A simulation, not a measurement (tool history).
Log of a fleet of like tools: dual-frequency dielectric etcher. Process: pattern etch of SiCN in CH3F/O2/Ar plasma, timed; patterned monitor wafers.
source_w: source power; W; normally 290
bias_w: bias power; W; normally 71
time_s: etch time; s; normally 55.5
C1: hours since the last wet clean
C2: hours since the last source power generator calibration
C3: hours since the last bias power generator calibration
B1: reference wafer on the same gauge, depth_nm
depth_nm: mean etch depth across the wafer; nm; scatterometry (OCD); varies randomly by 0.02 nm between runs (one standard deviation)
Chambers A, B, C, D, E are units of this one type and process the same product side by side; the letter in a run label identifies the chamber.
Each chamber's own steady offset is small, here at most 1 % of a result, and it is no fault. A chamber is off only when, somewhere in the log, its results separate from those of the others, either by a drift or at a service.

Run 1E, day 0.225: usual settings; C1 113.7; C2 1410.8; C3 2858.1; B1 20.498. Result: depth_nm 18.416 nm.
Run 2D, day 0.450: usual settings; C1 72.9; C2 1824.4; C3 2230.2; B1 20.501. Result: depth_nm 18.477 nm.
Run 3C, day 0.562: usual settings; C1 79.1; C2 1321.2; C3 637.1; B1 20.504. Result: depth_nm 18.319 nm.
At day 0.588: chamber B: wet clean of the chamber.
Run 4A, day 0.700: usual settings; C1 283.6; C2 1454.4; C3 915.5; B1 20.506. Result: depth_nm 18.318 nm.
Run 5B, day 0.867: usual settings; C1 6.7; C2 91.7; C3 186.9; B1 20.518. Result: depth_nm 18.229 nm.
Run 6D, day 1.046: usual settings; C1 87.2; C2 1838.7; C3 2244.5; B1 20.514. Result: depth_nm 18.453 nm.
Run 7E, day 1.267: usual settings; C1 138.7; C2 1435.8; C3 2883.1; B1 20.522. Result: depth_nm 18.479 nm.
Run 8C, day 1.442: usual settings; C1 100.2; C2 1342.3; C3 658.2; B1 20.527. Result: depth_nm 18.281 nm.
Run 9A, day 1.567: usual settings; C1 304.4; C2 1475.2; C3 936.3; B1 20.526. Result: depth_nm 18.370 nm.
Run 10B, day 1.746: usual settings; C1 27.8; C2 112.8; C3 208.0; B1 20.526. Result: depth_nm 18.284 nm.
Run 11A, day 1.888: usual settings; C1 312.1; C2 1482.9; C3 944.0; B1 20.527. Result: depth_nm 18.354 nm.
Run 12E, day 2.025: usual settings; C1 156.9; C2 1454.0; C3 2901.3; B1 20.526. Result: depth_nm 18.499 nm.
Run 13C, day 2.175: usual settings; C1 117.8; C2 1359.9; C3 675.8; B1 20.533. Result: depth_nm 18.352 nm.
Run 14B, day 2.354: usual settings; C1 42.4; C2 127.4; C3 222.6; B1 20.534. Result: depth_nm 18.277 nm.
Run 15D, day 2.529: usual settings; C1 122.8; C2 1874.3; C3 2280.1; B1 20.541. Result: depth_nm 18.521 nm.
Run 16D, day 2.642: usual settings; C1 125.5; C2 1877.0; C3 2282.8; B1 20.538. Result: depth_nm 18.481 nm.
Run 17B, day 2.758: usual settings but source_w 260 W; C1 52.1; C2 137.1; C3 232.3; B1 20.543. Result: depth_nm 17.569 nm.
Run 18C, day 2.975: usual settings but source_w 260 W; C1 137.0; C2 1379.1; C3 695.0; B1 20.539. Result: depth_nm 17.545 nm.
Run 19A, day 3.200: usual settings but source_w 260 W; C1 343.6; C2 1514.4; C3 975.5; B1 20.550. Result: depth_nm 17.659 nm.
Run 20E, day 3.312: usual settings but source_w 260 W; C1 187.8; C2 1484.9; C3 2932.2; B1 20.547. Result: depth_nm 17.747 nm.
Run 21C, day 3.521: usual settings but source_w 260 W; C1 150.1; C2 1392.2; C3 708.1; B1 20.548. Result: depth_nm 17.595 nm.
Run 22E, day 3.667: usual settings; C1 196.3; C2 1493.4; C3 2940.7; B1 20.553. Result: depth_nm 18.521 nm.
Run 23D, day 3.900: usual settings; C1 155.7; C2 1907.2; C3 2313.0; B1 20.552. Result: depth_nm 18.462 nm.
Run 24B, day 4.050: usual settings; C1 83.1; C2 168.1; C3 263.3; B1 20.560. Result: depth_nm 18.298 nm.
Run 25A, day 4.283: usual settings but bias_w 63 W; C1 369.6; C2 1540.4; C3 1001.5; B1 20.561. Result: depth_nm 17.624 nm.
Run 26D, day 4.404: usual settings but bias_w 63 W; C1 167.8; C2 1919.3; C3 2325.1; B1 20.567. Result: depth_nm 17.745 nm.
Run 27E, day 4.550: usual settings but bias_w 63 W; C1 217.5; C2 1514.6; C3 2961.9; B1 20.564. Result: depth_nm 17.694 nm.
Run 28A, day 4.754: usual settings but bias_w 63 W; C1 380.9; C2 1551.7; C3 1012.8; B1 20.568. Result: depth_nm 17.624 nm.
Run 29B, day 4.912: usual settings but bias_w 63 W; C1 103.8; C2 188.8; C3 284.0; B1 20.572. Result: depth_nm 17.528 nm.
Run 30C, day 5.017: usual settings; C1 186.0; C2 1428.1; C3 744.0; B1 20.575. Result: depth_nm 18.364 nm.
Run 31E, day 5.142: usual settings; C1 231.7; C2 1528.8; C3 2976.1; B1 20.584. Result: depth_nm 18.530 nm.
Run 32A, day 5.329: usual settings but bias_w 88 W; C1 394.7; C2 1565.5; C3 1026.6; B1 20.586. Result: depth_nm 19.907 nm.
Run 33B, day 5.533: usual settings but bias_w 88 W; C1 118.7; C2 203.7; C3 298.9; B1 20.579. Result: depth_nm 19.831 nm.
Run 34D, day 5.733: usual settings but bias_w 88 W; C1 199.7; C2 1951.2; C3 2357.0; B1 20.583. Result: depth_nm 20.044 nm.
Run 35C, day 5.862: usual settings but bias_w 88 W; C1 206.3; C2 1448.4; C3 764.3; B1 20.594. Result: depth_nm 19.845 nm.
Run 36C, day 6.079: usual settings but bias_w 88 W; C1 211.5; C2 1453.6; C3 769.5; B1 20.584. Result: depth_nm 19.883 nm.

What goes on in this fleet: one chamber off, a drifting gauge, or nothing beyond the chambers' own small offsets? Name the chamber and the cause, if any.

Every chamber seems to shift together because the gauge that measures them all drifts; the chambers themselves are fine.
Cause: gauge reads high (%) = 0.455.
